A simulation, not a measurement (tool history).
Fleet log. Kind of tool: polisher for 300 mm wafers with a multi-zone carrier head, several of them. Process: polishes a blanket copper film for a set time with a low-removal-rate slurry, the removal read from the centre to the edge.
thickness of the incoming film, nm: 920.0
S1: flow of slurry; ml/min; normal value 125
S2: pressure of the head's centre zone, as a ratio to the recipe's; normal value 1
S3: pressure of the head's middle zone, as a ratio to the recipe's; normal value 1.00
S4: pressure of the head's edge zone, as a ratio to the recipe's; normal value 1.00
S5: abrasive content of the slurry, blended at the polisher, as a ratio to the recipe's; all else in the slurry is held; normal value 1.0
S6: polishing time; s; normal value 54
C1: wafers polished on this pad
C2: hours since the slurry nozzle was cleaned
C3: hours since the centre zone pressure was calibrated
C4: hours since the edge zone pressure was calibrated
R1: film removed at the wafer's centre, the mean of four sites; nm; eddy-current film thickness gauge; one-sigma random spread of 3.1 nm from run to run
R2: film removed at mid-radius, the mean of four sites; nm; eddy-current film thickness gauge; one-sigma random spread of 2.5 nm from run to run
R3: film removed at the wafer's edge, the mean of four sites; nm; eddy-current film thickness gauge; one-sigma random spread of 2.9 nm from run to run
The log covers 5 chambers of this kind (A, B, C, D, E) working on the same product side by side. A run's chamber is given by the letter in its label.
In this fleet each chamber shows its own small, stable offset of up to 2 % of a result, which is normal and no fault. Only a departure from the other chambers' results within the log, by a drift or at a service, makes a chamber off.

run 1B hour=2.7 | S1=125 S2=1 S3=1.00 S4=1.00 S5=1.0 S6=54 | C1=544 C2=174.4 C3=266.8 C4=421.8 | R1=216.32 R2=211.92 R3=211.09
run 2A hour=6.6 | S1=125 S2=1 S3=1.00 S4=1.00 S5=1.0 S6=54 | C1=651 C2=245.1 C3=329.9 C4=142.1 | R1=218.58 R2=217.04 R3=215.60
run 3D hour=9.4 | S1=125 S2=1 S3=1.00 S4=1.00 S5=1.0 S6=54 | C1=702 C2=147.6 C3=367.8 C4=101.6 | R1=208.28 R2=209.86 R3=214.05
run 4C hour=13.6 | S1=125 S2=1 S3=1.00 S4=1.00 S5=1.0 S6=54 | C1=193 C2=357.2 C3=481.1 C4=682.1 | R1=210.53 R2=218.19 R3=218.13
run 5E hour=15.9 | S1=125 S2=1 S3=1.00 S4=1.00 S5=1.0 S6=54 | C1=1167 C2=431.0 C3=826.8 C4=16.3 | R1=215.38 R2=218.79 R3=214.25
run 6A hour=17.8 | S1=140 S2=1 S3=1.00 S4=1.00 S5=1.0 S6=54 | C1=731 C2=256.3 C3=341.1 C4=153.3 | R1=221.38 R2=215.91 R3=217.47
run 7D hour=19.8 | S1=140 S2=1 S3=1.00 S4=1.00 S5=1.0 S6=54 | C1=776 C2=158.0 C3=378.2 C4=112.0 | R1=219.80 R2=213.95 R3=215.15
run 8B hour=23.7 | S1=140 S2=1 S3=1.00 S4=1.00 S5=1.0 S6=54 | C1=695 C2=195.4 C3=287.8 C4=442.8 | R1=224.14 R2=216.53 R3=215.19
run 9E hour=25.8 | S1=140 S2=1 S3=1.00 S4=1.00 S5=1.0 S6=54 | C1=1238 C2=440.9 C3=836.7 C4=26.2 | R1=218.13 R2=223.74 R3=224.46
run 10C hour=28.5 | S1=140 S2=1 S3=1.00 S4=1.00 S5=1.0 S6=54 | C1=300 C2=372.1 C3=496.0 C4=697.0 | R1=221.53 R2=222.45 R3=218.82
run 11E hour=31.5 | S1=125 S2=1 S3=1.07 S4=1.00 S5=1.1 S6=54 | C1=1278 C2=446.6 C3=842.4 C4=31.9 | R1=220.31 R2=235.89 R3=219.02
run 12B hour=34.4 | S1=125 S2=1 S3=1.07 S4=1.00 S5=1.1 S6=54 | C1=771 C2=206.1 C3=298.5 C4=453.5 | R1=218.47 R2=229.73 R3=218.43
run 13C hour=38.7 | S1=125 S2=1 S3=1.07 S4=1.00 S5=1.1 S6=54 | C1=373 C2=382.3 C3=506.2 C4=707.2 | R1=217.97 R2=234.92 R3=221.24
run 14D hour=42.5 | S1=125 S2=1 S3=1.07 S4=1.00 S5=1.1 S6=54 | C1=939 C2=180.7 C3=400.9 C4=134.7 | R1=221.82 R2=233.03 R3=220.09
run 15A hour=45.3 | S1=125 S2=1 S3=1.07 S4=1.00 S5=1.1 S6=54 | C1=928 C2=283.8 C3=368.6 C4=180.8 | R1=215.25 R2=228.88 R3=225.24
run 16D hour=48.7 | S1=125 S2=1 S3=1.00 S4=1.00 S5=1.0 S6=54 | C1=983 C2=186.9 C3=407.1 C4=140.9 | R1=210.85 R2=208.78 R3=210.29
-- hour=49.0 chamber B: edge zone pressure recalibrated
-- hour=49.0 chamber C: slurry nozzle cleaned
-- hour=50.9 chamber A: worn pad replaced by a new one
run 17B hour=51.5 | S1=125 S2=1 S3=1.00 S4=1.00 S5=1.0 S6=54 | C1=894 C2=223.2 C3=315.6 C4=2.6 | R1=208.71 R2=215.39 R3=213.98
run 18A hour=55.1 | S1=125 S2=1 S3=1.00 S4=1.00 S5=1.0 S6=54 | C1=30 C2=293.6 C3=378.4 C4=190.6 | R1=209.41 R2=211.74 R3=212.45
-- hour=57.5 chamber E: worn pad replaced by a new one
run 19C hour=57.9 | S1=125 S2=1 S3=1.00 S4=1.00 S5=1.0 S6=54 | C1=510 C2=9.0 C3=525.4 C4=726.4 | R1=214.77 R2=210.70 R3=223.88
-- hour=60.2 chamber C: worn pad replaced by a new one
run 20E hour=61.8 | S1=125 S2=1 S3=1.00 S4=1.00 S5=1.0 S6=54 | C1=30 C2=476.9 C3=872.7 C4=62.2 | R1=216.62 R2=218.81 R3=210.06
run 21E hour=66.2 | S1=125 S2=1 S3=1.00 S4=1.00 S5=1.0 S6=54 | C1=62 C2=481.3 C3=877.1 C4=66.6 | R1=214.04 R2=223.54 R3=216.39
run 22B hour=69.0 | S1=125 S2=1 S3=1.00 S4=1.00 S5=1.0 S6=54 | C1=1019 C2=240.7 C3=333.1 C4=20.1 | R1=209.66 R2=214.76 R3=212.23
run 23A hour=71.5 | S1=125 S2=1 S3=1.00 S4=1.00 S5=1.0 S6=54 | C1=148 C2=310.0 C3=394.8 C4=207.0 | R1=203.16 R2=205.33 R3=211.92
run 24C hour=75.6 | S1=125 S2=1 S3=1.00 S4=1.00 S5=1.0 S6=54 | C1=110 C2=26.7 C3=543.1 C4=744.1 | R1=216.39 R2=215.52 R3=222.01
run 25D hour=79.9 | S1=125 S2=1 S3=1.00 S4=1.00 S5=1.0 S6=54 | C1=1206 C2=218.1 C3=438.3 C4=172.1 | R1=215.27 R2=211.17 R3=216.22
run 26B hour=83.2 | S1=125 S2=1 S3=1.00 S4=1.00 S5=1.0 S6=54 | C1=1120 C2=254.9 C3=347.3 C4=34.3 | R1=213.61 R2=211.81 R3=207.75
-- hour=83.7 chamber D: slurry nozzle cleaned
run 27A hour=86.6 | S1=125 S2=1 S3=1.00 S4=1.00 S5=1.0 S6=54 | C1=256 C2=325.1 C3=409.9 C4=222.1 | R1=196.15 R2=196.73 R3=199.74
run 28E hour=90.5 | S1=125 S2=1 S3=1.00 S4=1.00 S5=1.0 S6=54 | C1=236 C2=505.6 C3=901.4 C4=90.9 | R1=210.06 R2=215.62 R3=215.19
run 29D hour=93.9 | S1=125 S2=1 S3=1.00 S4=1.00 S5=1.0 S6=54 | C1=1306 C2=10.2 C3=452.3 C4=186.1 | R1=213.49 R2=210.56 R3=209.07
run 30C hour=98.0 | S1=85 S2=1 S3=1.00 S4=1.11 S5=1.0 S6=54 | C1=270 C2=49.1 C3=565.5 C4=766.5 | R1=187.57 R2=188.43 R3=221.57
run 31D hour=100.8 | S1=85 S2=1 S3=1.00 S4=1.11 S5=1.0 S6=54 | C1=1356 C2=17.1 C3=459.2 C4=193.0 | R1=184.64 R2=187.96 R3=207.43
run 32C hour=104.3 | S1=85 S2=1 S3=1.00 S4=1.11 S5=1.0 S6=54 | C1=315 C2=55.4 C3=571.8 C4=772.8 | R1=191.28 R2=192.66 R3=217.29
run 33B hour=106.5 | S1=85 S2=1 S3=1.00 S4=1.11 S5=1.0 S6=54 | C1=1287 C2=278.2 C3=370.6 C4=57.6 | R1=193.69 R2=191.94 R3=210.00
run 34E hour=109.3 | S1=85 S2=1 S3=1.00 S4=1.11 S5=1.0 S6=54 | C1=370 C2=524.4 C3=920.2 C4=109.7 | R1=188.86 R2=198.80 R3=211.99
run 35A hour=111.9 | S1=125 S2=1 S3=1.00 S4=1.00 S5=1.0 S6=54 | C1=437 C2=350.4 C3=435.2 C4=247.4 | R1=186.55 R2=187.88 R3=197.67
run 36C hour=114.6 | S1=125 S2=1 S3=1.00 S4=1.00 S5=1.0 S6=54 | C1=389 C2=65.7 C3=582.1 C4=783.1 | R1=213.99 R2=211.54 R3=220.52

Next, all 5 chambers run the settings below, one line each with question marks for the results. What does each chamber give?
run 37A hour=117.8 | S1=125 S2=1 S3=1.00 S4=1.00 S5=1.0 S6=54 | R1=? R2=? R3=?
run 37B hour=117.8 | S1=125 S2=1 S3=1.00 S4=1.00 S5=1.0 S6=54 | R1=? R2=? R3=?
run 37C hour=117.8 | S1=125 S2=1 S3=1.00 S4=1.00 S5=1.0 S6=54 | R1=? R2=? R3=?
run 37D hour=117.8 | S1=125 S2=1 S3=1.00 S4=1.00 S5=1.0 S6=54 | R1=? R2=? R3=?
run 37E hour=117.8 | S1=125 S2=1 S3=1.00 S4=1.00 S5=1.0 S6=54 | R1=? R2=? R3=?

run=37A R1=184.86 R2=185.68 R3=195.66
run=37B R1=209.13 R2=216.83 R3=207.75
run=37C R1=214.00 R2=215.19 R3=215.12
run=37D R1=212.46 R2=214.69 R3=212.73
run=37E R1=209.27 R2=218.58 R3=215.25
